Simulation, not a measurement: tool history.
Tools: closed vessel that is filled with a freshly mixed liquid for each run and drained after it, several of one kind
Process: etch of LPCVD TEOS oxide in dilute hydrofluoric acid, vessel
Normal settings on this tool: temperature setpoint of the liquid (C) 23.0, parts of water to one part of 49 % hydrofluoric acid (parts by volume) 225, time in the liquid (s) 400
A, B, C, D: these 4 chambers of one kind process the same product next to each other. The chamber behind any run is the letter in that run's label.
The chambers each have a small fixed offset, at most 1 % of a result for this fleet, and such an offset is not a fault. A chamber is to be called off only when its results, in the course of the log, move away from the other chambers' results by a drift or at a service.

run,hour,temperature setpoint of the liquid (C),parts of water to one part of 49 % hydrofluoric acid (parts by volume),time in the liquid (s),"read-back film thickness of the LPCVD TEOS oxide reference wafer, read on the same gauge (nm)",thickness taken off the LPCVD TEOS oxide on a monitor wafer (nm)
1B,6.0,23.0,225,400,119.98,44.348
2A,9.9,23.0,225,400,119.98,44.726
3C,14.4,23.0,225,400,119.97,44.690
4D,18.3,23.0,225,400,120.01,44.840
5B,22.2,23.0,225,220,120.03,24.403
6A,27.5,23.0,225,220,120.03,24.524
7D,33.1,23.0,225,220,119.99,24.558
8C,38.4,23.0,225,220,120.04,24.649
9A,44.1,23.0,225,400,120.03,44.448
# hour 47.4: chamber D: thermometer replaced
10C,47.8,23.0,225,400,120.02,45.083
11D,51.4,23.0,225,400,119.98,45.044
12B,56.7,23.0,225,400,120.00,44.205
13A,62.9,23.0,225,400,119.97,44.509
14B,68.6,23.0,225,400,120.00,44.501
15C,72.6,23.0,225,400,120.00,44.706
16D,75.5,19.5,225,400,120.00,39.398
17D,80.7,19.5,225,400,120.01,39.553
18B,84.1,19.5,225,400,120.05,38.923
19C,88.6,19.5,225,400,120.04,39.411
20A,94.2,23.0,225,400,120.06,44.606
21A,99.1,23.0,225,400,120.02,44.544
22C,103.3,23.0,225,400,120.02,44.996
23D,108.7,23.0,225,400,120.04,45.232
24B,115.2,23.0,225,400,120.00,44.313
25C,121.0,23.0,225,400,120.03,44.979
26A,126.5,23.0,225,400,119.98,44.740
27D,131.9,23.0,225,400,119.99,45.619
28B,135.0,23.0,225,400,120.07,44.411
29C,138.1,23.0,225,400,120.03,44.951
30A,144.2,23.0,225,400,120.01,44.935
31B,147.7,23.0,225,400,120.05,44.301
32D,152.4,23.0,225,205,120.01,23.425
33C,157.2,23.0,225,205,119.98,22.926
34D,163.1,23.0,225,205,119.97,23.481
35A,166.5,23.0,225,205,119.97,22.932

All 4 chambers run these settings next. Forecast each chamber's results:
36A,171.2,23.0,225,400,,?
36B,171.2,23.0,225,400,,?
36C,171.2,23.0,225,400,,?
36D,171.2,23.0,225,400,,?

run,thickness taken off the LPCVD TEOS oxide on a monitor wafer (nm)
36A,44.634
36B,44.274
36C,44.917
36D,45.934
